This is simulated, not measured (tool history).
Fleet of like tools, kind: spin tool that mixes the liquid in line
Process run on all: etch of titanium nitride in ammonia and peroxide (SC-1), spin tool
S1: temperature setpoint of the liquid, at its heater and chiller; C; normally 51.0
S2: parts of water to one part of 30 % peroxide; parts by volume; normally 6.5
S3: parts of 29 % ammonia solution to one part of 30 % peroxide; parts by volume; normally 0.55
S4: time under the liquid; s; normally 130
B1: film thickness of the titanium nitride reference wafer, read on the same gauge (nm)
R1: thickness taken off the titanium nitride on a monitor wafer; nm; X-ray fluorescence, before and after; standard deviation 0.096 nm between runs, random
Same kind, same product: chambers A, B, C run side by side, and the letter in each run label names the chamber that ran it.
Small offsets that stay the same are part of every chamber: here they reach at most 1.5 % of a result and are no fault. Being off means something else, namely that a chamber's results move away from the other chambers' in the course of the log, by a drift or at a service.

run 1B day=0.150 | S1=51.0 S2=6.5 S3=0.55 S4=130 | B1=150.00 | R1=17.5950
run 2A day=0.288 | S1=51.0 S2=6.5 S3=0.55 S4=130 | B1=150.02 | R1=17.2680
run 3C day=0.433 | S1=51.0 S2=6.5 S3=0.55 S4=130 | B1=150.00 | R1=17.3450
-- day=0.517 chamber C: new drum of ammonia solution connected
run 4C day=0.554 | S1=51.0 S2=6.5 S3=0.55 S4=130 | B1=150.01 | R1=17.4840
run 5A day=0.742 | S1=51.0 S2=6.5 S3=0.55 S4=130 | B1=149.98 | R1=17.2590
run 6B day=0.862 | S1=51.0 S2=5.0 S3=0.55 S4=160 | B1=150.00 | R1=24.2810
run 7A day=0.996 | S1=51.0 S2=5.0 S3=0.55 S4=160 | B1=150.02 | R1=24.0380
run 8B day=1.200 | S1=51.0 S2=5.0 S3=0.55 S4=160 | B1=150.01 | R1=24.3710
run 9C day=1.312 | S1=51.0 S2=6.5 S3=0.55 S4=130 | B1=150.02 | R1=17.4290
run 10C day=1.412 | S1=51.0 S2=6.5 S3=0.55 S4=130 | B1=149.98 | R1=17.5170
run 11A day=1.525 | S1=51.0 S2=6.5 S3=0.55 S4=130 | B1=150.00 | R1=17.2310
run 12B day=1.717 | S1=51.0 S2=6.5 S3=0.55 S4=130 | B1=150.01 | R1=17.2130
run 13C day=1.908 | S1=51.0 S2=6.5 S3=0.55 S4=130 | B1=149.98 | R1=17.2740
run 14A day=2.121 | S1=51.0 S2=6.5 S3=0.55 S4=130 | B1=150.00 | R1=17.5150
run 15B day=2.275 | S1=51.0 S2=6.5 S3=0.55 S4=130 | B1=150.01 | R1=17.1740
run 16C day=2.475 | S1=51.0 S2=6.5 S3=0.55 S4=60 | B1=149.98 | R1=8.0942
run 17B day=2.596 | S1=51.0 S2=6.5 S3=0.55 S4=60 | B1=150.01 | R1=7.9137
run 18A day=2.767 | S1=51.0 S2=6.5 S3=0.55 S4=60 | B1=149.99 | R1=8.0059
run 19C day=2.921 | S1=51.0 S2=6.5 S3=0.55 S4=130 | B1=150.01 | R1=17.4110
run 20A day=3.042 | S1=51.0 S2=6.5 S3=0.55 S4=130 | B1=150.00 | R1=17.3450
run 21B day=3.146 | S1=51.0 S2=6.5 S3=0.55 S4=130 | B1=150.01 | R1=17.1600
run 22B day=3.262 | S1=51.0 S2=6.5 S3=0.55 S4=130 | B1=150.00 | R1=17.1980
run 23A day=3.475 | S1=58.0 S2=6.5 S3=0.55 S4=130 | B1=150.02 | R1=28.0710
run 24C day=3.571 | S1=58.0 S2=6.5 S3=0.55 S4=130 | B1=150.03 | R1=27.7760
run 25A day=3.779 | S1=58.0 S2=6.5 S3=0.55 S4=130 | B1=149.99 | R1=27.9960
-- day=3.850 chamber B: new drum of ammonia solution connected
run 26B day=3.883 | S1=51.0 S2=6.5 S3=0.55 S4=130 | B1=150.01 | R1=17.0170
run 27C day=4.075 | S1=51.0 S2=6.5 S3=0.55 S4=130 | B1=149.98 | R1=17.4140
run 28C day=4.192 | S1=51.0 S2=6.5 S3=0.55 S4=130 | B1=149.99 | R1=17.3380
run 29A day=4.317 | S1=51.0 S2=6.5 S3=0.55 S4=130 | B1=149.99 | R1=17.3200
run 30B day=4.467 | S1=51.0 S2=6.5 S3=0.55 S4=130 | B1=149.98 | R1=16.7770
run 31C day=4.567 | S1=51.0 S2=6.5 S3=0.55 S4=130 | B1=149.99 | R1=17.2900
run 32B day=4.708 | S1=51.0 S2=6.5 S3=0.55 S4=130 | B1=150.00 | R1=16.6670
run 33A day=4.808 | S1=51.0 S2=6.5 S3=0.55 S4=130 | B1=149.99 | R1=17.3510
run 34C day=4.912 | S1=51.0 S2=5.0 S3=0.55 S4=130 | B1=149.98 | R1=19.5100
run 35B day=5.050 | S1=51.0 S2=5.0 S3=0.55 S4=130 | B1=150.01 | R1=18.9390
run 36A day=5.208 | S1=51.0 S2=5.0 S3=0.55 S4=130 | B1=149.99 | R1=19.7110
run 37C day=5.404 | S1=51.0 S2=6.5 S3=0.55 S4=130 | B1=149.98 | R1=17.3510
run 38B day=5.567 | S1=51.0 S2=6.5 S3=0.55 S4=130 | B1=150.00 | R1=16.5920
run 39A day=5.679 | S1=51.0 S2=6.5 S3=0.55 S4=130 | B1=149.98 | R1=17.3500

Read the log: is a single chamber off, either drifting away or since a service, is the gauge that measures every chamber drifting, or is nothing wrong beyond small per-chamber offsets? Name any odd chamber and what most likely caused it.

It is chamber B that slowly wanders off from its peers.
Most likely cause: temperature lost on the way to the wafer (K) = 0.87.
From this log alone, it may not be told apart from: liquid colder than its thermometer reads (K).

Chamber B could run next with any of the 4 candidate recipes listed below; each alters the usual settings, and their results appear as question marks. Which one brings its results back in line with what the other chambers deliver on the usual settings?
Counts as in line when no further than this from what the other chambers average on the usual settings: R1 0.3300 nm
run 40B-1 day=5.838 | S1=51.0 S2=6.5 S3=0.60 S4=130 | R1=?
run 40B-2 day=5.838 | S1=51.0 S2=6.5 S3=0.75 S4=130 | R1=?
run 40B-3 day=5.838 | S1=51.0 S2=6.5 S3=0.50 S4=130 | R1=?
run 40B-4 day=5.838 | S1=51.0 S2=6.5 S3=0.40 S4=130 | R1=?

The other chambers' mean on the usual settings: R1 17.3230 nm
run=40B-1 R1=16.7850
run=40B-2 R1=17.3610
run=40B-3 R1=16.3020
run=40B-4 R1=15.7040
40B-2 brings the chamber back in line.

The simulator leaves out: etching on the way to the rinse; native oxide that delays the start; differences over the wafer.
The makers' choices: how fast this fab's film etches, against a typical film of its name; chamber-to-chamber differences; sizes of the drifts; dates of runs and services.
